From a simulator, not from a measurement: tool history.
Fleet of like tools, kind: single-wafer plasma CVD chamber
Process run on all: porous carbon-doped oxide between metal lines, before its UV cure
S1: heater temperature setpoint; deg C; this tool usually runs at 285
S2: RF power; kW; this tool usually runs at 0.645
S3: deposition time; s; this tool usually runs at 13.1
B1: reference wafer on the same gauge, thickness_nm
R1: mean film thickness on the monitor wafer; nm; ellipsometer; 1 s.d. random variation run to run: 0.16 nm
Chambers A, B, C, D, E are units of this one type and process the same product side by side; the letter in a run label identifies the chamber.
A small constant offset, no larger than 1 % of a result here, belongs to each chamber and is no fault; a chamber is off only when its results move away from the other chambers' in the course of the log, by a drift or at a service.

Run 1D, hour 2.4: usual settings; B1 100.08. Result: R1 94.178 nm.
Run 2E, hour 6.7: usual settings; B1 100.09. Result: R1 94.566 nm.
Run 3B, hour 10.8: usual settings; B1 100.03. Result: R1 93.098 nm.
Run 4C, hour 13.4: usual settings; B1 100.06. Result: R1 94.05 nm.
Run 5A, hour 16.5: usual settings; B1 100.02. Result: R1 93.53 nm.
Run 6C, hour 20.7: usual settings; B1 99.978. Result: R1 93.76 nm.
Run 7B, hour 24.3: usual settings; B1 100. Result: R1 93.473 nm.
Run 8E, hour 27.7: usual settings; B1 99.955. Result: R1 94.395 nm.
Run 9D, hour 31.2: usual settings; B1 99.967. Result: R1 94.261 nm.
Run 10A, hour 35.3: usual settings; B1 99.886. Result: R1 93.338 nm.
Run 11C, hour 40: usual settings; B1 99.908. Result: R1 93.218 nm.
Run 12D, hour 44.8: usual settings; B1 99.861. Result: R1 94.008 nm.
Run 13A, hour 48.6: usual settings but S1 300 deg C, S3 14.5 s; B1 99.902. Result: R1 94.333 nm.
Run 14B, hour 51.7: usual settings but S1 300 deg C, S3 14.5 s; B1 99.859. Result: R1 93.783 nm.
Run 15E, hour 53.8: usual settings but S1 300 deg C, S3 14.5 s; B1 99.849. Result: R1 95.332 nm.
Run 16E, hour 57.5: usual settings but S1 300 deg C, S3 14.5 s; B1 99.834. Result: R1 95.016 nm.
Run 17A, hour 60.9: usual settings but S1 300 deg C, S3 14.5 s; B1 99.783. Result: R1 93.893 nm.
Run 18D, hour 65.4: usual settings; B1 99.808. Result: R1 93.956 nm.
Run 19B, hour 67.8: usual settings; B1 99.754. Result: R1 92.6 nm.
Run 20C, hour 71.6: usual settings; B1 99.762. Result: R1 93.362 nm.
Run 21A, hour 75.6: usual settings; B1 99.754. Result: R1 93.311 nm.
Run 22D, hour 77.8: usual settings; B1 99.766. Result: R1 93.842 nm.
Run 23B, hour 82.4: usual settings but S1 292 deg C; B1 99.728. Result: R1 88.828 nm.
Run 24E, hour 84.9: usual settings but S1 292 deg C; B1 99.713. Result: R1 90.395 nm.
Run 25C, hour 88.5: usual settings but S1 292 deg C; B1 99.697. Result: R1 89.774 nm.
Run 26A, hour 92.2: usual settings but S1 292 deg C; B1 99.675. Result: R1 89.206 nm.
Run 27E, hour 96.2: usual settings but S1 292 deg C; B1 99.627. Result: R1 90.172 nm.
Run 28D, hour 100.4: usual settings but S1 278 deg C, S3 12.3 s; B1 99.651. Result: R1 92.053 nm.
Run 29B, hour 105: usual settings but S1 278 deg C, S3 12.3 s; B1 99.609. Result: R1 91.293 nm.
Run 30C, hour 108.8: usual settings but S1 278 deg C, S3 12.3 s; B1 99.595. Result: R1 91.684 nm.
Run 31E, hour 113.3: usual settings but S1 278 deg C, S3 12.3 s; B1 99.572. Result: R1 92.791 nm.
Run 32C, hour 116.6: usual settings but S1 278 deg C, S3 12.3 s; B1 99.546. Result: R1 91.55 nm.
Run 33A, hour 119.3: usual settings; B1 99.532. Result: R1 93.023 nm.
Run 34D, hour 123.1: usual settings; B1 99.534. Result: R1 93.856 nm.
At hour 124: chamber E: thermocouple changed; heater temperature recalibrated.
Run 35B, hour 125.5: usual settings but S3 11.2 s; B1 99.521. Result: R1 79.528 nm.
Run 36D, hour 128.7: usual settings but S3 11.2 s; B1 99.512. Result: R1 80.491 nm.
Run 37B, hour 131.4: usual settings but S3 11.2 s; B1 99.514. Result: R1 79.854 nm.
Run 38C, hour 135.4: usual settings but S3 11.2 s; B1 99.467. Result: R1 79.8 nm.
Run 39E, hour 138: usual settings but S3 11.2 s; B1 99.547. Result: R1 80.962 nm.
Run 40A, hour 140.6: usual settings; B1 99.446. Result: R1 92.947 nm.
Run 41D, hour 143.8: usual settings; B1 99.387. Result: R1 93.689 nm.
Run 42C, hour 148.6: usual settings; B1 99.404. Result: R1 92.99 nm.

Read the log: is a single chamber off, either drifting away or since a service, is the gauge that measures every chamber drifting, or is nothing wrong beyond small per-chamber offsets? Name any odd chamber and what most likely caused it.

It is the gauge, not a chamber: its drift shows up in every chamber's results at once, and no chamber is off.
Likeliest cause: gauge reads low (%) = 0.691.

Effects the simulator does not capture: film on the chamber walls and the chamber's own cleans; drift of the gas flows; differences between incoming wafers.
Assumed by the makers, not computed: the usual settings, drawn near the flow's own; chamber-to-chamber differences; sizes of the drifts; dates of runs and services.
